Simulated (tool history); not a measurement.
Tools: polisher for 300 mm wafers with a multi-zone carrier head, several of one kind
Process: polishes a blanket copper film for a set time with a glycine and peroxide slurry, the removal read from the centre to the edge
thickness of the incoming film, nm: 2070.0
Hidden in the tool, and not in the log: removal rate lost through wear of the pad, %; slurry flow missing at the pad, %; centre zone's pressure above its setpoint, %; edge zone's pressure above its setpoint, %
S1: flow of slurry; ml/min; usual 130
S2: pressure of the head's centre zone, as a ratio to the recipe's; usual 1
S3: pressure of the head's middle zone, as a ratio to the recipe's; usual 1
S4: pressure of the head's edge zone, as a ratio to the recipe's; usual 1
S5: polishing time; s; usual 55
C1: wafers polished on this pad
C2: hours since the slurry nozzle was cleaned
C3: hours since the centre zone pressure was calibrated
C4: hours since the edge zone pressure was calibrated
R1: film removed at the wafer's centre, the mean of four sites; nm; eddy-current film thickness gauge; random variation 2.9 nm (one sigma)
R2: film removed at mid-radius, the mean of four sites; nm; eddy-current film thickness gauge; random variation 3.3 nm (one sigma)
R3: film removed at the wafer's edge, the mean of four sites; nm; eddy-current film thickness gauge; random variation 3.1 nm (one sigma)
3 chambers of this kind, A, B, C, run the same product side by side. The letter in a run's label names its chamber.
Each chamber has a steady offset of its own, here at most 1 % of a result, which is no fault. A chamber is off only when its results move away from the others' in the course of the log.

At day 0.167: chamber C: worn pad replaced by a new one.
Run 1A, day 0.342: usual settings; C1 456; C2 315.5; C3 375.3; C4 49.6. Result: R1 373.93 nm, R2 375.46 nm, R3 374.43 nm.
Run 2C, day 0.908: usual settings; C1 228; C2 185.4; C3 942.5; C4 310.6. Result: R1 373.17 nm, R2 368.96 nm, R3 373.28 nm.
Run 3B, day 1.442: usual settings; C1 785; C2 100.2; C3 459.7; C4 88.0. Result: R1 375.05 nm, R2 369.14 nm, R3 375.20 nm.
Run 4A, day 1.879: usual settings; C1 927; C2 352.4; C3 412.2; C4 86.5. Result: R1 377.15 nm, R2 376.46 nm, R3 374.12 nm.
At day 2.000: chamber A: worn pad replaced by a new one.
Run 5C, day 2.362: usual settings; C1 673; C2 220.3; C3 977.4; C4 345.5. Result: R1 368.68 nm, R2 373.46 nm, R3 370.25 nm.
Run 6B, day 2.750: usual settings; C1 1186; C2 131.6; C3 491.1; C4 119.4. Result: R1 369.86 nm, R2 372.00 nm, R3 370.67 nm.
At day 2.996: chamber B: worn pad replaced by a new one.
Run 7B, day 3.117: usual settings; C1 37; C2 140.4; C3 499.9; C4 128.2. Result: R1 375.51 nm, R2 373.55 nm, R3 376.11 nm.
Run 8A, day 3.688: usual settings; C1 517; C2 395.8; C3 455.6; C4 129.9. Result: R1 375.59 nm, R2 372.69 nm, R3 372.90 nm.
Run 9C, day 4.104: usual settings; C1 1207; C2 262.1; C3 1019.2; C4 387.3. Result: R1 374.71 nm, R2 368.63 nm, R3 376.27 nm.
Run 10A, day 4.412: usual settings but S5 66 s; C1 739; C2 413.2; C3 473.0; C4 147.3. Result: R1 448.60 nm, R2 449.85 nm, R3 444.63 nm.
At day 4.912: chamber C: centre zone pressure recalibrated.
At day 4.954: chamber C: worn pad replaced by a new one.
Run 11C, day 4.992: usual settings but S5 66 s; C1 12; C2 283.4; C3 2.0; C4 408.6. Result: R1 439.42 nm, R2 445.78 nm, R3 449.44 nm.
Run 12B, day 5.333: usual settings but S5 66 s; C1 716; C2 193.6; C3 553.1; C4 181.4. Result: R1 451.55 nm, R2 446.32 nm, R3 443.98 nm.
At day 5.654: chamber A: worn pad replaced by a new one.
Run 13C, day 5.821: usual settings; C1 266; C2 303.3; C3 21.9; C4 428.5. Result: R1 366.95 nm, R2 369.95 nm, R3 371.39 nm.
Run 14A, day 6.258: usual settings; C1 185; C2 457.5; C3 517.3; C4 191.6. Result: R1 370.46 nm, R2 372.74 nm, R3 368.96 nm.
Run 15B, day 6.729: usual settings; C1 1144; C2 227.1; C3 586.6; C4 214.9. Result: R1 371.59 nm, R2 370.97 nm, R3 375.25 nm.
Run 16C, day 7.254: usual settings but S1 105 ml/min, S5 41 s; C1 705; C2 337.7; C3 56.3; C4 462.9. Result: R1 259.50 nm, R2 259.66 nm, R3 269.88 nm.
At day 7.346: chamber B: worn pad replaced by a new one.
Run 17A, day 7.542: usual settings but S1 105 ml/min, S5 41 s; C1 578; C2 488.3; C3 548.1; C4 222.4. Result: R1 265.72 nm, R2 264.93 nm, R3 265.21 nm.
Run 18B, day 7.908: usual settings but S1 105 ml/min, S5 41 s; C1 173; C2 255.4; C3 614.9; C4 243.2. Result: R1 263.05 nm, R2 266.37 nm, R3 273.24 nm.
Run 19A, day 8.279: usual settings but S5 37 s; C1 804; C2 506.0; C3 565.8; C4 240.1. Result: R1 250.34 nm, R2 250.01 nm, R3 246.39 nm.
At day 8.500: chamber B: centre zone pressure recalibrated.
At day 8.638: chamber B: slurry nozzle cleaned.
At day 8.646: chamber C: slurry nozzle cleaned.
Run 20B, day 8.683: usual settings but S5 37 s; C1 410; C2 1.1; C3 4.5; C4 261.8. Result: R1 247.72 nm, R2 248.39 nm, R3 256.32 nm.
At day 8.979: chamber A: worn pad replaced by a new one.
Run 21C, day 9.275: usual settings but S5 37 s; C1 1324; C2 15.2; C3 104.8; C4 511.4. Result: R1 249.51 nm, R2 251.15 nm, R3 250.49 nm.
At day 9.671: chamber C: worn pad replaced by a new one.
Run 22C, day 9.792: usual settings; C1 38; C2 27.6; C3 117.2; C4 523.8. Result: R1 373.64 nm, R2 374.31 nm, R3 371.59 nm.
Run 23A, day 10.350: usual settings; C1 420; C2 555.7; C3 615.5; C4 289.8. Result: R1 378.94 nm, R2 373.02 nm, R3 371.80 nm.
Run 24B, day 10.750: usual settings; C1 1043; C2 50.7; C3 54.1; C4 311.4. Result: R1 377.49 nm, R2 369.00 nm, R3 373.06 nm.
Run 25C, day 11.221: usual settings; C1 476; C2 61.9; C3 151.5; C4 558.1. Result: R1 370.39 nm, R2 365.49 nm, R3 377.48 nm.

Next, every chamber runs the same settings. What will each give?
Run 26A, day 11.642: usual settings. Result: R1 ?, R2 ?, R3 ?.
Run 26B, day 11.642: usual settings. Result: R1 ?, R2 ?, R3 ?.
Run 26C, day 11.642: usual settings. Result: R1 ?, R2 ?, R3 ?.

run      R1      R2      R3
26A  374.47  376.37  370.62
26B  374.93  381.28  375.02
26C  375.65  368.17  375.20

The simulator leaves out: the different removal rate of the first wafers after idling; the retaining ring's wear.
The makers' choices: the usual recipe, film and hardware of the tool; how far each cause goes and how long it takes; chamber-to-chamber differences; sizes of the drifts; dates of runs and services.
